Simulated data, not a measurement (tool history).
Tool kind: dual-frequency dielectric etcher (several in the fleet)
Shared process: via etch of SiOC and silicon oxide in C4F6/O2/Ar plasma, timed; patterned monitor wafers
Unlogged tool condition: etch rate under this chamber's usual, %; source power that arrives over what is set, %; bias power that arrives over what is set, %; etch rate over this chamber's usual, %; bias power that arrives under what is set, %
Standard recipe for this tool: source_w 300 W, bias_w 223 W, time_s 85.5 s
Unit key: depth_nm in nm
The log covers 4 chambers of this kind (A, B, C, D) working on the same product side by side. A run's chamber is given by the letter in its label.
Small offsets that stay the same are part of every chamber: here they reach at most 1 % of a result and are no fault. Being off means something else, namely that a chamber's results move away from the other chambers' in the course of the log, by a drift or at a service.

| run | day | source_w | bias_w | time_s | hours since the last wet clean | hours since the last source power generator calibration | hours since the last bias power generator calibration | read-back reference wafer on the same gauge, depth_nm | depth_nm |
|---|---|---|---|---|---|---|---|---|---|
| 1B | 0.121 | 300 | 223 | 85.5 | 184.8 | 508.2 | 901.7 | 89.552 | 92.656 |
| 2D | 0.288 | 300 | 223 | 85.5 | 565.9 | 1759.4 | 1721.0 | 89.532 | 92.611 |
| 3A | 0.467 | 300 | 223 | 85.5 | 127.5 | 4150.0 | 1939.4 | 89.594 | 93.549 |
| 4C | 0.662 | 300 | 223 | 85.5 | 226.3 | 1066.3 | 37.2 | 89.630 | 93.504 |
| 5C | 0.858 | 300 | 223 | 85.5 | 231.0 | 1071.0 | 41.9 | 89.640 | 93.709 |
| 6D | 0.988 | 300 | 223 | 85.5 | 582.7 | 1776.2 | 1737.8 | 89.633 | 93.033 |
| 7B | 1.104 | 300 | 223 | 85.5 | 208.4 | 531.8 | 925.3 | 89.613 | 92.672 |
| 8A | 1.300 | 300 | 223 | 85.5 | 147.5 | 4170.0 | 1959.4 | 89.659 | 93.635 |
| 9C | 1.496 | 300 | 223 | 76.5 | 246.3 | 1086.3 | 57.2 | 89.586 | 83.065 |
| 10D | 1.679 | 300 | 223 | 76.5 | 599.3 | 1792.8 | 1754.4 | 89.610 | 82.782 |
| 11A | 1.858 | 300 | 223 | 76.5 | 160.9 | 4183.4 | 1972.8 | 89.619 | 83.823 |
| 12B | 1.954 | 300 | 223 | 76.5 | 228.8 | 552.2 | 945.7 | 89.572 | 82.567 |
| 13D | 2.083 | 300 | 223 | 85.5 | 609.0 | 1802.5 | 1764.1 | 89.519 | 93.198 |
| 14B | 2.204 | 300 | 223 | 85.5 | 234.8 | 558.2 | 951.7 | 89.588 | 92.807 |
| 15A | 2.296 | 300 | 223 | 85.5 | 171.4 | 4193.9 | 1983.3 | 89.564 | 94.273 |
|  | 2.350 | chamber D: wet clean of the chamber |
| 16C | 2.471 | 300 | 223 | 85.5 | 269.7 | 1109.7 | 80.6 | 89.588 | 92.971 |
| 17C | 2.638 | 300 | 223 | 85.5 | 273.7 | 1113.7 | 84.6 | 89.617 | 93.336 |
| 18B | 2.771 | 300 | 223 | 85.5 | 248.4 | 571.8 | 965.3 | 89.468 | 91.810 |
| 19A | 2.871 | 300 | 223 | 85.5 | 185.2 | 4207.7 | 1997.1 | 89.659 | 92.781 |
| 20D | 3.071 | 300 | 223 | 85.5 | 17.3 | 1826.2 | 1787.8 | 89.507 | 94.472 |
| 21D | 3.162 | 300 | 223 | 85.5 | 19.5 | 1828.4 | 1790.0 | 89.613 | 94.961 |
| 22A | 3.300 | 300 | 223 | 85.5 | 195.5 | 4218.0 | 2007.4 | 89.626 | 92.680 |
| 23C | 3.483 | 300 | 223 | 110.0 | 294.0 | 1134.0 | 104.9 | 89.485 | 119.870 |
| 24B | 3.600 | 300 | 223 | 110.0 | 268.3 | 591.7 | 985.2 | 89.559 | 118.020 |
| 25B | 3.779 | 300 | 223 | 110.0 | 272.6 | 596.0 | 989.5 | 89.533 | 118.660 |
| 26D | 3.900 | 300 | 223 | 110.0 | 37.2 | 1846.1 | 1807.7 | 89.508 | 121.210 |
| 27C | 4.100 | 300 | 223 | 85.5 | 308.8 | 1148.8 | 119.7 | 89.536 | 92.380 |
| 28A | 4.196 | 300 | 223 | 85.5 | 217.0 | 4239.5 | 2028.9 | 89.577 | 93.343 |
| 29D | 4.396 | 300 | 223 | 85.5 | 49.1 | 1858.0 | 1819.6 | 89.599 | 94.967 |

All 4 chambers run these settings next. Forecast each chamber's results:
| 30A | 4.542 | 300 | 194 | 85.5 |  |  |  |  | ? |
| 30B | 4.542 | 300 | 194 | 85.5 |  |  |  |  | ? |
| 30C | 4.542 | 300 | 194 | 85.5 |  |  |  |  | ? |
| 30D | 4.542 | 300 | 194 | 85.5 |  |  |  |  | ? |

| run | depth_nm |
|---|---|
| 30A | 88.892 |
| 30B | 87.647 |
| 30C | 88.783 |
| 30D | 90.376 |
